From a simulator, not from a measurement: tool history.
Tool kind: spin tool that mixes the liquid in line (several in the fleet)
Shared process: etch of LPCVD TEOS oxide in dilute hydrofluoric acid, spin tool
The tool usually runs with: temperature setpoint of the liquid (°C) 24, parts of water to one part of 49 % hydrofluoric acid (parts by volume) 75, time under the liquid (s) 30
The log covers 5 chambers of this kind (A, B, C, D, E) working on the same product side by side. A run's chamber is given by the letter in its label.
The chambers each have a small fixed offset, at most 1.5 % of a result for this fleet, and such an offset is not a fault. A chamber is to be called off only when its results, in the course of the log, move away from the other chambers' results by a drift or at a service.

run   hour  temperature setpoint of the liquid (°C)  parts of water to one part of 49 % hydrofluoric acid (parts by volume)  time under the liquid (s)  read-back film thickness of the LPCVD TEOS oxide reference wafer, read on the same gauge (nm)  thickness taken off the LPCVD TEOS oxide on a monitor wafer (nm)
 1C   10.4                                       24                                                                      75                         30                                                                                         60.006                                                            19.152
 2B   17.6                                       24                                                                      75                         30                                                                                         59.995                                                            19.046
 3A   26.1                                       24                                                                      75                         30                                                                                         59.981                                                            18.737
 4E   36.4                                       24                                                                      75                         30                                                                                         59.997                                                            18.759
 5D   50.5                                       24                                                                      75                         30                                                                                             60                                                            18.807
 6C   64.7                                       24                                                                      75                         30                                                                                         60.018                                                            19.257
 7E     75                                     21.5                                                                      75                         15                                                                                         59.988                                                            8.5251
 8D   88.8                                     21.5                                                                      75                         15                                                                                         59.998                                                            8.4652
      96.8  -- chamber C: hydrofluoric acid flow meter replaced
 9A   97.4                                     21.5                                                                      75                         15                                                                                         59.997                                                            8.4398
10B  108.7                                     21.5                                                                      75                         15                                                                                         59.986                                                            8.5062
11B  120.7                                     21.5                                                                      75                         15                                                                                          60.02                                                            8.5942
12C  132.7                                       24                                                                      75                         30                                                                                         60.006                                                            19.044
13D  140.4                                       24                                                                      75                         30                                                                                         59.996                                                            18.943
14E  152.9                                       24                                                                      50                         30                                                                                         59.994                                                            29.173
15A  167.3                                       24                                                                      50                         30                                                                                         60.005                                                            29.316
16A  174.7                                       24                                                                      50                         30                                                                                         59.997                                                            29.165
17D  188.9                                       24                                                                      50                         30                                                                                         60.012                                                            29.512
18E  196.2                                       24                                                                      50                         30                                                                                         59.994                                                             29.21
     199.2  -- chamber B: hydrofluoric acid flow meter replaced
19B  207.5                                       24                                                                      75                         30                                                                                         60.003                                                            18.678
20C  215.8                                       24                                                                      75                         30                                                                                         60.012                                                            19.076
21E  225.4                                       24                                                                      75                         30                                                                                         60.004                                                            18.845
22D  240.8                                       24                                                                      75                         30                                                                                         60.008                                                            19.161
23C  255.2                                       24                                                                      75                         30                                                                                         60.008                                                            19.292
24B  267.2                                       24                                                                      75                         30                                                                                         59.984                                                            18.997
25A  276.2                                     20.5                                                                      75                         50                                                                                         60.017                                                            27.047
26D  286.5                                     20.5                                                                      75                         50                                                                                         59.992                                                            27.576
27E  297.1                                     20.5                                                                      75                         50                                                                                         60.004                                                            27.119
28B    305                                     20.5                                                                      75                         50                                                                                         59.984                                                            27.131
29C  315.2                                     20.5                                                                      75                         50                                                                                         60.004                                                            27.358
30A    327                                       24                                                                      75                         30                                                                                         60.003                                                             18.84
31A  334.5                                       24                                                                      75                         30                                                                                         59.999                                                            18.776
32B  343.3                                       27                                                                      75                         30                                                                                         60.009                                                            21.264
33D  355.1                                       27                                                                      75                         30                                                                                         60.003                                                            21.806
34C  369.5                                       27                                                                      75                         30                                                                                         60.025                                                            21.582
35E  383.6                                       27                                                                      75                         30                                                                                         60.002                                                            21.191
36E  399.3                                       27                                                                      75                         30                                                                                         59.982                                                            21.184
37D  414.9                                       24                                                                      75                         30                                                                                          59.99                                                            19.424
38A  426.9                                       24                                                                      75                         30                                                                                         59.987                                                            18.849
39C  441.2                                       24                                                                      75                         30                                                                                         60.026                                                             19.03
40B    455                                       24                                                                      75                         30                                                                                         60.022                                                            19.056

One chamber off, gauge drift, or nothing amiss beyond the chambers' own small offsets? If it is a chamber, which one, and what is the likeliest cause?

Little by little, chamber D moves away from the other chambers.
Cause: hydrofluoric acid flow above the setpoint (%) = 3.88.
The log may not separate it from: liquid hotter than its thermometer reads (K).

Below are 4 candidate recipes for chamber D's next run, each the usual settings with a change, their results shown as question marks. Which of them brings D's results back in line with what the other chambers give on the usual settings?
A result is in line if it is within this distance of the other chambers' mean on the usual settings: thickness taken off the LPCVD TEOS oxide on a monitor wafer (nm) 0.28
41D-1  466.2                                       25                                                                      75                         30                                                                                                                                                                ?
41D-2  466.2                                       23                                                                      75                         30                                                                                                                                                                ?
41D-3  466.2                                       22                                                                      75                         30                                                                                                                                                                ?
41D-4  466.2                                       24                                                                      70                         30                                                                                                                                                                ?

Other chambers, usual settings, mean: thickness taken off the LPCVD TEOS oxide on a monitor wafer (nm) 18.892
  run  thickness taken off the LPCVD TEOS oxide on a monitor wafer (nm)
41D-1                                                            20.418
41D-2                                                            18.823
41D-3                                                            18.067
41D-4                                                            21.139
With 41D-2, the chamber falls back in line with the rest.
